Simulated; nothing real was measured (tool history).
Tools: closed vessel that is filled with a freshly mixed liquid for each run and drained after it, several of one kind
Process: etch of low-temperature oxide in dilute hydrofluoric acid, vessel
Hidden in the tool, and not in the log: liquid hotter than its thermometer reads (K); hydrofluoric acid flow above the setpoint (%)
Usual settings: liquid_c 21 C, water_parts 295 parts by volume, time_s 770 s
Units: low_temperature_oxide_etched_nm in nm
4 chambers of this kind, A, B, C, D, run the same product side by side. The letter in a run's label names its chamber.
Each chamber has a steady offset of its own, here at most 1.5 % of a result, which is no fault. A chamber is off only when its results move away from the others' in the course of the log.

| run | hour | liquid_c | water_parts | time_s | hours since the thermometer was replaced | hours since the hydrofluoric acid flow meter was replaced | read-back film thickness of the low-temperature oxide reference wafer, read on the same gauge (nm) | low_temperature_oxide_etched_nm |
|---|---|---|---|---|---|---|---|---|
| 1B | 7.2 | 21 | 295 | 770 | 172.5 | 133.4 | 59.997 | 55.523 |
| 2D | 11.8 | 21 | 295 | 770 | 524.2 | 458.7 | 60.011 | 53.501 |
| 3A | 16.4 | 21 | 295 | 770 | 1321.2 | 2023.5 | 60.023 | 55.181 |
| 4C | 25.8 | 21 | 295 | 770 | 1370.8 | 452.3 | 59.976 | 55.132 |
| 5A | 34 | 18.5 | 210 | 770 | 1338.8 | 2041.1 | 60.012 | 75.673 |
| 6C | 38.6 | 18.5 | 210 | 770 | 1383.6 | 465.1 | 59.99 | 76.281 |
| 7B | 43.1 | 18.5 | 210 | 770 | 208.4 | 169.3 | 60.004 | 75.567 |
| 8D | 52.2 | 18.5 | 210 | 770 | 564.6 | 499.1 | 60.005 | 73.632 |
| 9B | 57 | 21 | 295 | 770 | 222.3 | 183.2 | 59.984 | 54.634 |
| 10A | 65.4 | 19 | 295 | 770 | 1370.2 | 2072.5 | 59.996 | 51.633 |
| 11C | 73.9 | 19 | 295 | 770 | 1418.9 | 500.4 | 60.013 | 52.216 |
| 12D | 80.1 | 19 | 295 | 770 | 592.5 | 527 | 59.986 | 50.747 |
| 13B | 89.3 | 19 | 295 | 770 | 254.6 | 215.5 | 60.007 | 51.184 |
| 14D | 95.2 | 21 | 295 | 770 | 607.6 | 542.1 | 60.02 | 54.053 |
| 15C | 102.9 | 21 | 295 | 770 | 1447.9 | 529.4 | 59.998 | 57.394 |
| 16A | 109.4 | 21 | 295 | 770 | 1414.2 | 2116.5 | 59.988 | 55.227 |
| 17A | 116.5 | 21 | 295 | 770 | 1421.3 | 2123.6 | 60.006 | 55.05 |
| 18D | 123.4 | 21 | 295 | 770 | 635.8 | 570.3 | 59.997 | 53.596 |
| 19C | 132.8 | 21 | 295 | 770 | 1477.8 | 559.3 | 59.998 | 57.951 |
| 20B | 137.6 | 21 | 295 | 770 | 302.9 | 263.8 | 60.016 | 54.384 |
|  | 142.7 | chamber D: thermometer replaced |
| 21C | 146.5 | 21 | 295 | 770 | 1491.5 | 573 | 60.002 | 57.853 |
| 22A | 152.4 | 21 | 295 | 770 | 1457.2 | 2159.5 | 60.009 | 55.345 |
| 23D | 158.1 | 21 | 295 | 770 | 15.4 | 605 | 59.994 | 53.244 |
| 24B | 164 | 21 | 295 | 770 | 329.3 | 290.2 | 59.997 | 55.092 |
| 25C | 172.1 | 21 | 295 | 335 | 1517.1 | 598.6 | 59.999 | 25.262 |

Next, every chamber runs the same settings. What will each give?
| 26A | 178.9 | 21 | 195 | 770 |  |  |  | ? |
| 26B | 178.9 | 21 | 195 | 770 |  |  |  | ? |
| 26C | 178.9 | 21 | 195 | 770 |  |  |  | ? |
| 26D | 178.9 | 21 | 195 | 770 |  |  |  | ? |

| run | low_temperature_oxide_etched_nm |
|---|---|
| 26A | 92.251 |
| 26B | 92.013 |
| 26C | 97.131 |
| 26D | 90.247 |
